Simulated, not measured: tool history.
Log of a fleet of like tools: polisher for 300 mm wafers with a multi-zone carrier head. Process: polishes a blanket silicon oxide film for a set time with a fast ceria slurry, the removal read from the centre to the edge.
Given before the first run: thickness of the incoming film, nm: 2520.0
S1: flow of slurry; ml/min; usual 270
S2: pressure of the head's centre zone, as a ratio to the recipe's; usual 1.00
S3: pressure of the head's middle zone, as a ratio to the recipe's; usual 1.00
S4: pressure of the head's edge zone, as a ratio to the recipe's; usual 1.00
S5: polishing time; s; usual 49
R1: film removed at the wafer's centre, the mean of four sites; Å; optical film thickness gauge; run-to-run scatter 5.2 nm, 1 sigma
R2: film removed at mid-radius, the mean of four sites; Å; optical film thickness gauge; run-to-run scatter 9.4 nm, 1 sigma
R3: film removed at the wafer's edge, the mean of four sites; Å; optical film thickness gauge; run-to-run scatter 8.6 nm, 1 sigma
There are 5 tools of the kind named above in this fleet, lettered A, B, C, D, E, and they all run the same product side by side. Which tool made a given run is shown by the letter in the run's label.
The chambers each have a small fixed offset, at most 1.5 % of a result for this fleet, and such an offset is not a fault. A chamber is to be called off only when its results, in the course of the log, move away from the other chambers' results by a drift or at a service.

run	day	S1	S2	S3	S4	S5	R1	R2	R3
# day 0.121: chamber A: worn pad replaced by a new one
# day 0.188: chamber C: edge zone pressure recalibrated
1B	0.296	270	1.00	1.00	1.00	49	8477.1	8321.5	8485.1
# day 0.554: chamber D: edge zone pressure recalibrated
2A	0.658	270	1.00	1.00	1.00	49	8462.1	8304.8	8216.1
3C	0.892	270	1.00	1.00	1.00	49	8505.5	8312.8	8393.1
# day 0.904: chamber A: edge zone pressure recalibrated
# day 1.121: chamber E: worn pad replaced by a new one
4E	1.271	270	1.00	1.00	1.00	49	8471.8	8482.0	8525.8
5D	1.512	270	1.00	1.00	1.00	49	8417.3	8234.5	8407.3
# day 1.725: chamber C: worn pad replaced by a new one
6A	1.804	270	1.00	1.00	1.00	49	8416.0	8292.3	8537.4
7E	2.058	270	1.00	1.00	1.00	49	8456.2	8381.1	8414.2
# day 2.158: chamber B: worn pad replaced by a new one
# day 2.275: chamber E: slurry nozzle cleaned
8C	2.333	270	1.00	1.00	1.00	49	8494.3	8682.2	8215.1
9B	2.671	270	1.06	1.00	0.96	49	9102.2	8573.4	8296.2
10D	2.925	270	1.06	1.00	0.96	49	8857.2	8317.8	8213.5
11D	3.358	270	1.06	1.00	0.96	49	8992.2	8286.0	8040.3
12A	3.700	270	1.06	1.00	0.96	49	8979.1	8243.9	8326.5
# day 3.721: chamber A: worn pad replaced by a new one
13E	4.050	270	1.06	1.00	0.96	49	9068.3	8509.7	8327.6
# day 4.079: chamber E: worn pad replaced by a new one
14B	4.300	270	1.00	1.00	1.00	49	8435.9	8632.3	8337.1
15C	4.512	270	1.00	1.00	1.00	49	8463.3	8388.7	8235.7
# day 4.617: chamber B: worn pad replaced by a new one
16B	4.742	270	1.00	1.00	1.00	49	8452.8	8558.8	8666.0
# day 4.975: chamber C: worn pad replaced by a new one
17C	5.029	270	1.00	1.00	1.00	49	8381.1	8601.5	8384.0
18E	5.496	270	1.00	1.00	1.00	49	8458.8	8398.0	8497.0
19D	5.954	270	1.00	1.00	1.00	49	8240.0	8053.2	8130.0
20A	6.396	270	1.00	1.00	1.00	55	9388.7	9481.6	9428.3
21A	6.771	270	1.00	1.00	1.00	55	9398.0	9496.7	9480.3
# day 6.896: chamber B: worn pad replaced by a new one
22D	7.000	270	1.00	1.00	1.00	55	9081.5	9183.0	8955.3
# day 7.067: chamber E: worn pad replaced by a new one
23C	7.283	270	1.00	1.00	1.00	55	9516.7	9384.1	9524.2
24B	7.738	270	1.00	1.00	1.00	55	9408.7	9506.9	9587.0
25E	8.058	270	1.00	0.96	1.10	49	8433.7	8199.8	8938.0
# day 8.204: chamber A: worn pad replaced by a new one
26A	8.308	270	1.00	0.96	1.10	49	8402.5	8056.3	8824.7
# day 8.388: chamber C: worn pad replaced by a new one
27C	8.629	270	1.00	0.96	1.10	49	8497.5	7965.6	8803.1
# day 8.808: chamber B: slurry nozzle cleaned
28D	8.925	270	1.00	0.96	1.10	49	8028.8	7595.9	8333.4
# day 9.275: chamber B: centre zone pressure recalibrated
# day 9.308: chamber B: worn pad replaced by a new one
29B	9.317	270	1.00	0.96	1.10	49	8458.0	8191.9	8948.5
30E	9.667	270	1.00	1.00	1.00	49	8336.6	8522.5	8374.7
# day 9.825: chamber E: worn pad replaced by a new one
31E	10.017	270	1.00	1.00	1.00	49	8496.1	8404.2	8623.9
32A	10.238	310	1.05	1.00	1.00	49	9054.3	8556.9	8573.6
33D	10.708	310	1.05	1.00	1.00	49	8380.8	8013.1	7818.1
34C	10.983	310	1.05	1.00	1.00	49	9119.7	8476.7	8583.0
35B	11.450	310	1.05	1.00	1.00	49	9072.4	8741.3	8470.1

Read the log: is a single chamber off, either drifting away or since a service, is the gauge that measures every chamber drifting, or is nothing wrong beyond small per-chamber offsets? Name any odd chamber and what most likely caused it.

One chamber, D, drifts off from the rest bit by bit.
Likeliest cause: removal rate lost through wear of the pad, % = 7.84.
The log might look much the same if the cause were instead: slurry flow missing at the pad, %.

Chamber D could run next with any of the 4 candidate recipes listed below; each alters the usual settings, and their results appear as question marks. Which one brings its results back in line with what the other chambers deliver on the usual settings?
Allowed miss from the other chambers' usual-settings mean, per result, to count as in line: R1 180.0 Å; R2 330.0 Å; R3 300.0 Å
36D-1	11.788	270	1.00	1.00	1.00	45	?	?	?
36D-2	11.788	270	1.00	1.00	1.00	51	?	?	?
36D-3	11.788	270	1.00	1.00	1.00	53	?	?	?
36D-4	11.788	270	1.00	1.00	1.00	47	?	?	?

Average result of the remaining chambers running the usual settings: R1 8454.2 Å; R2 8452.4 Å; R3 8418.3 Å
run	R1	R2	R3
36D-1	7179.5	7140.3	7174.6
36D-2	8136.8	8092.4	8131.3
36D-3	8455.8	8409.7	8450.1
36D-4	7498.6	7457.7	7493.5
36D-3 brings the chamber back in line.
